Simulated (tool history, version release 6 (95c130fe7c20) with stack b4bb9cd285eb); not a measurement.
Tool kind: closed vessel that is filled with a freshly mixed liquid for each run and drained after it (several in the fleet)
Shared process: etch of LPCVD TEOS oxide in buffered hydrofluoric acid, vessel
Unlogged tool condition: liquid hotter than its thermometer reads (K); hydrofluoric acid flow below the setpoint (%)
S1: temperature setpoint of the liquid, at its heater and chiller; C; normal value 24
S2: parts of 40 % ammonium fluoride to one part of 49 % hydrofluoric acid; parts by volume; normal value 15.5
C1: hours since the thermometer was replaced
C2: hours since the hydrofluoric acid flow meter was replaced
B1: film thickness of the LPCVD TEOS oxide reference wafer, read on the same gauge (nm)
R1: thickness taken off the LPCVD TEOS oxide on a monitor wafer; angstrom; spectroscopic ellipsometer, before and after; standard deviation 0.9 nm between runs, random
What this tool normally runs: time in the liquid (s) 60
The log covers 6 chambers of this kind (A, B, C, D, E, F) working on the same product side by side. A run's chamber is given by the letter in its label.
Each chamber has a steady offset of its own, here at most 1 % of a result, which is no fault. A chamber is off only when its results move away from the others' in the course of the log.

run 1A day=0.158 | S1=24 S2=15.5 time_in_the_liquid_(s)=60 | C1=932.4 C2=890.2 | B1=70.008 | R1=976.76
run 2E day=0.321 | S1=24 S2=15.5 time_in_the_liquid_(s)=60 | C1=2282.2 C2=2323.8 | B1=69.987 | R1=971.33
run 3F day=0.438 | S1=24 S2=15.5 time_in_the_liquid_(s)=60 | C1=222.3 C2=51.1 | B1=69.993 | R1=1003.8
run 4D day=0.6 | S1=24 S2=15.5 time_in_the_liquid_(s)=60 | C1=247.1 C2=91.3 | B1=70.023 | R1=1001
run 5C day=0.825 | S1=24 S2=15.5 time_in_the_liquid_(s)=60 | C1=881.3 C2=1575.4 | B1=70.036 | R1=980.12
run 6B day=0.967 | S1=24 S2=15.5 time_in_the_liquid_(s)=60 | C1=1203.7 C2=448.5 | B1=70 | R1=1007.3
-- day=1.012 chamber E: thermometer replaced
run 7A day=1.133 | S1=24 S2=15.5 time_in_the_liquid_(s)=60 | C1=955.8 C2=913.6 | B1=69.965 | R1=994.24
run 8B day=1.333 | S1=24 S2=15.5 time_in_the_liquid_(s)=45 | C1=1212.5 C2=457.3 | B1=69.965 | R1=747.78
run 9D day=1.458 | S1=24 S2=15.5 time_in_the_liquid_(s)=45 | C1=267.7 C2=111.9 | B1=70.006 | R1=748.78
run 10C day=1.654 | S1=24 S2=15.5 time_in_the_liquid_(s)=45 | C1=901.2 C2=1595.3 | B1=69.992 | R1=751.51
run 11F day=1.829 | S1=24 S2=15.5 time_in_the_liquid_(s)=45 | C1=255.7 C2=84.5 | B1=69.968 | R1=740.91
run 12E day=2.017 | S1=24 S2=15.5 time_in_the_liquid_(s)=45 | C1=24.2 C2=2364.5 | B1=69.998 | R1=737.67
run 13B day=2.238 | S1=24 S2=15.5 time_in_the_liquid_(s)=45 | C1=1234.2 C2=479 | B1=69.953 | R1=749.65
run 14E day=2.475 | S1=28 S2=12 time_in_the_liquid_(s)=60 | C1=35.2 C2=2375.5 | B1=70.046 | R1=1543.4
run 15A day=2.633 | S1=28 S2=12 time_in_the_liquid_(s)=60 | C1=991.8 C2=949.6 | B1=70.003 | R1=1563.1
run 16F day=2.817 | S1=28 S2=12 time_in_the_liquid_(s)=60 | C1=279.4 C2=108.2 | B1=69.986 | R1=1555
run 17C day=3.029 | S1=28 S2=12 time_in_the_liquid_(s)=60 | C1=934.2 C2=1628.3 | B1=69.994 | R1=1633.5
run 18D day=3.271 | S1=28 S2=12 time_in_the_liquid_(s)=60 | C1=311.2 C2=155.4 | B1=70.061 | R1=1567.4
run 19E day=3.408 | S1=28 S2=12 time_in_the_liquid_(s)=60 | C1=57.6 C2=2397.9 | B1=70.011 | R1=1559.3
run 20C day=3.554 | S1=24 S2=15.5 time_in_the_liquid_(s)=60 | C1=946.8 C2=1640.9 | B1=70.052 | R1=1012
run 21F day=3.783 | S1=24 S2=20 time_in_the_liquid_(s)=85 | C1=302.6 C2=131.4 | B1=70.02 | R1=1076.4
-- day=3.942 chamber C: hydrofluoric acid flow meter replaced
run 22A day=3.95 | S1=24 S2=20 time_in_the_liquid_(s)=85 | C1=1023.4 C2=981.2 | B1=70.042 | R1=1099.3
run 23D day=4.158 | S1=24 S2=20 time_in_the_liquid_(s)=85 | C1=332.5 C2=176.7 | B1=69.989 | R1=1077.1
run 24B day=4.271 | S1=24 S2=20 time_in_the_liquid_(s)=85 | C1=1283 C2=527.8 | B1=69.981 | R1=1095.2
run 25D day=4.425 | S1=24 S2=20 time_in_the_liquid_(s)=85 | C1=338.9 C2=183.1 | B1=69.943 | R1=1072.4
run 26F day=4.579 | S1=24 S2=20 time_in_the_liquid_(s)=85 | C1=321.7 C2=150.5 | B1=70.03 | R1=1087.7
run 27B day=4.7 | S1=24 S2=15.5 time_in_the_liquid_(s)=60 | C1=1293.3 C2=538.1 | B1=69.978 | R1=968.01
-- day=4.738 chamber E: hydrofluoric acid flow meter replaced
run 28A day=4.833 | S1=24 S2=15.5 time_in_the_liquid_(s)=60 | C1=1044.6 C2=1002.4 | B1=69.951 | R1=978.36
run 29C day=4.996 | S1=27.5 S2=15.5 time_in_the_liquid_(s)=60 | C1=981.4 C2=25.4 | B1=69.977 | R1=1252.5
run 30E day=5.171 | S1=27.5 S2=15.5 time_in_the_liquid_(s)=60 | C1=99.9 C2=10.5 | B1=70.022 | R1=1195.9
run 31A day=5.292 | S1=27.5 S2=15.5 time_in_the_liquid_(s)=60 | C1=1055.6 C2=1013.4 | B1=69.99 | R1=1207.4
run 32C day=5.442 | S1=27.5 S2=15.5 time_in_the_liquid_(s)=60 | C1=992.1 C2=36.1 | B1=70.05 | R1=1266.8
run 33E day=5.567 | S1=27.5 S2=15.5 time_in_the_liquid_(s)=60 | C1=109.4 C2=20 | B1=70.014 | R1=1194.1
run 34D day=5.812 | S1=27.5 S2=15.5 time_in_the_liquid_(s)=60 | C1=372.2 C2=216.4 | B1=70.006 | R1=1184.6
run 35F day=5.983 | S1=24 S2=15.5 time_in_the_liquid_(s)=60 | C1=355.4 C2=184.2 | B1=70.066 | R1=967.75
run 36B day=6.117 | S1=24 S2=15.5 time_in_the_liquid_(s)=60 | C1=1327.3 C2=572.1 | B1=70.008 | R1=997.52
run 37D day=6.283 | S1=24 S2=15.5 time_in_the_liquid_(s)=60 | C1=383.5 C2=227.7 | B1=69.949 | R1=998.33
run 38A day=6.521 | S1=24 S2=20 time_in_the_liquid_(s)=35 | C1=1085.1 C2=1042.9 | B1=70.063 | R1=450.7
run 39C day=6.696 | S1=24 S2=20 time_in_the_liquid_(s)=35 | C1=1022.2 C2=66.2 | B1=69.948 | R1=484.18
run 40E day=6.867 | S1=24 S2=20 time_in_the_liquid_(s)=35 | C1=140.6 C2=51.2 | B1=69.985 | R1=442.08
run 41F day=7.025 | S1=24 S2=20 time_in_the_liquid_(s)=35 | C1=380.4 C2=209.2 | B1=69.97 | R1=449.5

Which is it: a chamber that has drifted or been left off by a service, a gauge drift common to all chambers, or only each chamber's usual small offset? If a chamber is off, name it and its likeliest cause.

One chamber, C, drifts off from the rest bit by bit.
What lies behind it: liquid hotter than its thermometer reads (K) = 1.81.

Here are 4 candidates for chamber C's next run, each the usual settings with a change, their results left as question marks. Which one brings its results back in line with what the others give on the usual settings?
Allowed miss from the other chambers' usual-settings mean, per result, to count as in line: R1 31 angstrom
run 42C-1 day=7.204 | S1=24 S2=15.5 time_in_the_liquid_(s)=55 | R1=?
run 42C-2 day=7.204 | S1=24.5 S2=14.5 time_in_the_liquid_(s)=65 | R1=?
run 42C-3 day=7.204 | S1=24.5 S2=15.5 time_in_the_liquid_(s)=65 | R1=?
run 42C-4 day=7.204 | S1=23.5 S2=16.5 time_in_the_liquid_(s)=55 | R1=?

On the usual settings, the other chambers give on average: R1 985.49 angstrom
run=42C-1 R1=993.84
run=42C-2 R1=1289.6
run=42C-3 R1=1206.6
run=42C-4 R1=909.33
42C-1 brings the chamber back in line.

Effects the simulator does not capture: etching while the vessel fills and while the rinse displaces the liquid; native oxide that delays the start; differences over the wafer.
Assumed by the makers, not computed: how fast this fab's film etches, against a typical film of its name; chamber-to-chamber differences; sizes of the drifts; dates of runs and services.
